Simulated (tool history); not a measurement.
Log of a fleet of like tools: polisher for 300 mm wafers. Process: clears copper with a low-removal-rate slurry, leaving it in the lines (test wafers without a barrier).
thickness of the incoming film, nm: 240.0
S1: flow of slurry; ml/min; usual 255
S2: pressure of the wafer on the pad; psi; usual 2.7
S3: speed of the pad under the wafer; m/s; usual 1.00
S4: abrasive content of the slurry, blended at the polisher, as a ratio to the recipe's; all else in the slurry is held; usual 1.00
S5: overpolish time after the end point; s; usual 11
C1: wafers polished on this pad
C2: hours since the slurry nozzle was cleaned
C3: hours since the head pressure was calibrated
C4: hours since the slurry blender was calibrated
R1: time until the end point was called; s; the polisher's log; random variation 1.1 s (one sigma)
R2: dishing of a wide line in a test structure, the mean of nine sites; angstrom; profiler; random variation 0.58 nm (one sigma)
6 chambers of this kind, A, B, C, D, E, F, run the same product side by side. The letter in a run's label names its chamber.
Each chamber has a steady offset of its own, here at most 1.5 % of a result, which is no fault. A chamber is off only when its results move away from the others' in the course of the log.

| run | hour | S1 | S2 | S3 | S4 | S5 | C1 | C2 | C3 | C4 | R1 | R2 |
|---|---|---|---|---|---|---|---|---|---|---|---|---|
| 1A | 4.9 | 255 | 2.7 | 1.00 | 1.00 | 11 | 391 | 277.6 | 367.1 | 108.7 | 75.620 | 253.72 |
| 2D | 8.4 | 255 | 2.7 | 1.00 | 1.00 | 11 | 590 | 129.9 | 90.4 | 92.3 | 73.940 | 253.13 |
| 3B | 13.8 | 255 | 2.7 | 1.00 | 1.00 | 11 | 1007 | 493.0 | 709.4 | 304.8 | 73.597 | 250.70 |
| 4C | 17.6 | 255 | 2.7 | 1.00 | 1.00 | 11 | 211 | 62.3 | 398.6 | 112.5 | 73.637 | 260.50 |
|  | 19.6 | chamber E: worn pad replaced by a new one |
| 5F | 20.3 | 255 | 2.7 | 1.00 | 1.00 | 11 | 1072 | 186.7 | 594.2 | 150.2 | 70.161 | 259.14 |
| 6E | 25.0 | 255 | 2.7 | 1.00 | 1.00 | 11 | 28 | 663.7 | 667.1 | 71.7 | 74.344 | 250.58 |
|  | 26.4 | chamber F: worn pad replaced by a new one |
| 7E | 29.7 | 255 | 2.7 | 1.00 | 1.00 | 11 | 52 | 668.4 | 671.8 | 76.4 | 72.983 | 258.45 |
| 8D | 33.7 | 255 | 2.7 | 1.00 | 1.00 | 11 | 722 | 155.2 | 115.7 | 117.6 | 73.545 | 249.74 |
|  | 36.8 | chamber C: slurry blender recalibrated |
| 9A | 38.8 | 255 | 2.7 | 0.82 | 1.00 | 11 | 567 | 311.5 | 401.0 | 142.6 | 90.236 | 214.91 |
| 10F | 42.4 | 255 | 2.7 | 0.82 | 1.00 | 11 | 83 | 208.8 | 616.3 | 172.3 | 88.171 | 220.93 |
| 11C | 47.1 | 255 | 2.7 | 0.82 | 1.00 | 11 | 364 | 91.8 | 428.1 | 10.4 | 88.089 | 222.33 |
| 12B | 50.0 | 255 | 2.7 | 0.82 | 1.00 | 11 | 1195 | 529.2 | 745.6 | 341.0 | 88.219 | 212.73 |
|  | 52.3 | chamber B: worn pad replaced by a new one |
|  | 53.7 | chamber A: slurry blender recalibrated |
| 13B | 55.5 | 255 | 2.7 | 0.82 | 1.00 | 11 | 17 | 534.7 | 751.1 | 346.5 | 88.329 | 216.61 |
|  | 56.1 | chamber F: slurry blender recalibrated |
| 14F | 58.7 | 255 | 2.7 | 0.82 | 1.00 | 11 | 168 | 225.1 | 632.6 | 2.6 | 89.627 | 215.39 |
| 15E | 64.0 | 255 | 2.7 | 1.00 | 1.00 | 11 | 231 | 702.7 | 706.1 | 110.7 | 73.044 | 258.09 |
| 16D | 66.7 | 255 | 2.7 | 1.00 | 1.25 | 6 | 893 | 188.2 | 148.7 | 150.6 | 70.023 | 155.99 |
|  | 69.0 | chamber A: worn pad replaced by a new one |
| 17A | 71.0 | 255 | 2.7 | 1.00 | 1.25 | 6 | 10 | 343.7 | 433.2 | 17.4 | 71.092 | 150.40 |
|  | 73.8 | chamber E: slurry blender recalibrated |
| 18C | 75.2 | 255 | 2.7 | 1.00 | 1.25 | 6 | 510 | 119.9 | 456.2 | 38.5 | 71.629 | 152.22 |
| 19B | 79.7 | 255 | 2.7 | 1.00 | 1.25 | 6 | 142 | 558.9 | 775.3 | 370.7 | 70.548 | 156.18 |
| 20C | 82.5 | 255 | 2.7 | 1.00 | 1.25 | 6 | 548 | 127.2 | 463.5 | 45.8 | 70.312 | 154.03 |
|  | 85.1 | chamber E: slurry nozzle cleaned |
| 21F | 86.7 | 255 | 2.7 | 1.00 | 1.25 | 6 | 314 | 253.1 | 660.6 | 30.6 | 69.021 | 152.65 |
| 22D | 91.6 | 255 | 2.7 | 1.00 | 1.00 | 11 | 1023 | 213.1 | 173.6 | 175.5 | 73.011 | 257.57 |
| 23A | 95.2 | 255 | 2.7 | 1.12 | 1.00 | 11 | 136 | 367.9 | 457.4 | 41.6 | 66.939 | 287.09 |
|  | 98.8 | chamber C: worn pad replaced by a new one |
| 24E | 100.8 | 255 | 2.7 | 1.12 | 1.00 | 11 | 422 | 15.8 | 742.9 | 27.1 | 65.543 | 283.86 |
| 25B | 106.0 | 255 | 2.7 | 1.12 | 1.00 | 11 | 279 | 585.2 | 801.6 | 397.0 | 65.733 | 290.78 |
| 26D | 110.5 | 255 | 2.7 | 1.12 | 1.00 | 11 | 1121 | 232.0 | 192.5 | 194.4 | 66.577 | 281.47 |
| 27C | 115.9 | 255 | 2.7 | 1.12 | 1.00 | 11 | 89 | 160.6 | 496.9 | 79.2 | 65.152 | 289.67 |
|  | 117.0 | chamber B: slurry nozzle cleaned |
|  | 120.0 | chamber E: worn pad replaced by a new one |
| 28E | 121.3 | 255 | 2.7 | 1.12 | 1.00 | 11 | 7 | 36.3 | 763.4 | 47.6 | 66.451 | 289.28 |
|  | 121.8 | chamber B: slurry blender recalibrated |
| 29A | 125.8 | 255 | 2.7 | 1.00 | 1.00 | 11 | 295 | 398.5 | 488.0 | 72.2 | 74.629 | 266.10 |
|  | 127.1 | chamber F: slurry nozzle cleaned |
| 30F | 129.4 | 255 | 2.7 | 1.00 | 1.00 | 11 | 536 | 2.3 | 703.3 | 73.3 | 72.298 | 246.68 |
| 31A | 134.3 | 255 | 2.7 | 1.00 | 1.00 | 11 | 340 | 407.0 | 496.5 | 80.7 | 74.132 | 264.42 |
|  | 139.0 | chamber B: head pressure recalibrated |
| 32D | 139.1 | 255 | 2.7 | 1.00 | 1.00 | 11 | 1270 | 260.6 | 221.1 | 223.0 | 74.348 | 254.72 |
| 33B | 142.2 | 255 | 3.1 | 0.78 | 1.00 | 11 | 467 | 25.2 | 3.2 | 20.4 | 82.592 | 239.88 |
| 34E | 145.2 | 255 | 3.1 | 0.78 | 1.00 | 11 | 131 | 60.2 | 787.3 | 71.5 | 79.846 | 246.73 |
| 35C | 148.1 | 255 | 3.1 | 0.78 | 1.00 | 11 | 256 | 192.8 | 529.1 | 111.4 | 82.936 | 226.49 |
| 36F | 152.5 | 255 | 3.1 | 0.78 | 1.00 | 11 | 656 | 25.4 | 726.4 | 96.4 | 83.247 | 226.21 |
| 37A | 157.6 | 255 | 3.1 | 0.78 | 1.00 | 11 | 461 | 430.3 | 519.8 | 104.0 | 82.442 | 243.01 |

Next, every chamber runs the same settings. What will each give?
| 38A | 161.7 | 255 | 3.5 | 1.00 | 1.00 | 11 |  |  |  |  | ? | ? |
| 38B | 161.7 | 255 | 3.5 | 1.00 | 1.00 | 11 |  |  |  |  | ? | ? |
| 38C | 161.7 | 255 | 3.5 | 1.00 | 1.00 | 11 |  |  |  |  | ? | ? |
| 38D | 161.7 | 255 | 3.5 | 1.00 | 1.00 | 11 |  |  |  |  | ? | ? |
| 38E | 161.7 | 255 | 3.5 | 1.00 | 1.00 | 11 |  |  |  |  | ? | ? |
| 38F | 161.7 | 255 | 3.5 | 1.00 | 1.00 | 11 |  |  |  |  | ? | ? |

| run | R1 | R2 |
|---|---|---|
| 38A | 58.323 | 338.73 |
| 38B | 57.191 | 328.22 |
| 38C | 57.963 | 321.22 |
| 38D | 57.441 | 330.70 |
| 38E | 56.587 | 328.69 |
| 38F | 57.048 | 337.11 |

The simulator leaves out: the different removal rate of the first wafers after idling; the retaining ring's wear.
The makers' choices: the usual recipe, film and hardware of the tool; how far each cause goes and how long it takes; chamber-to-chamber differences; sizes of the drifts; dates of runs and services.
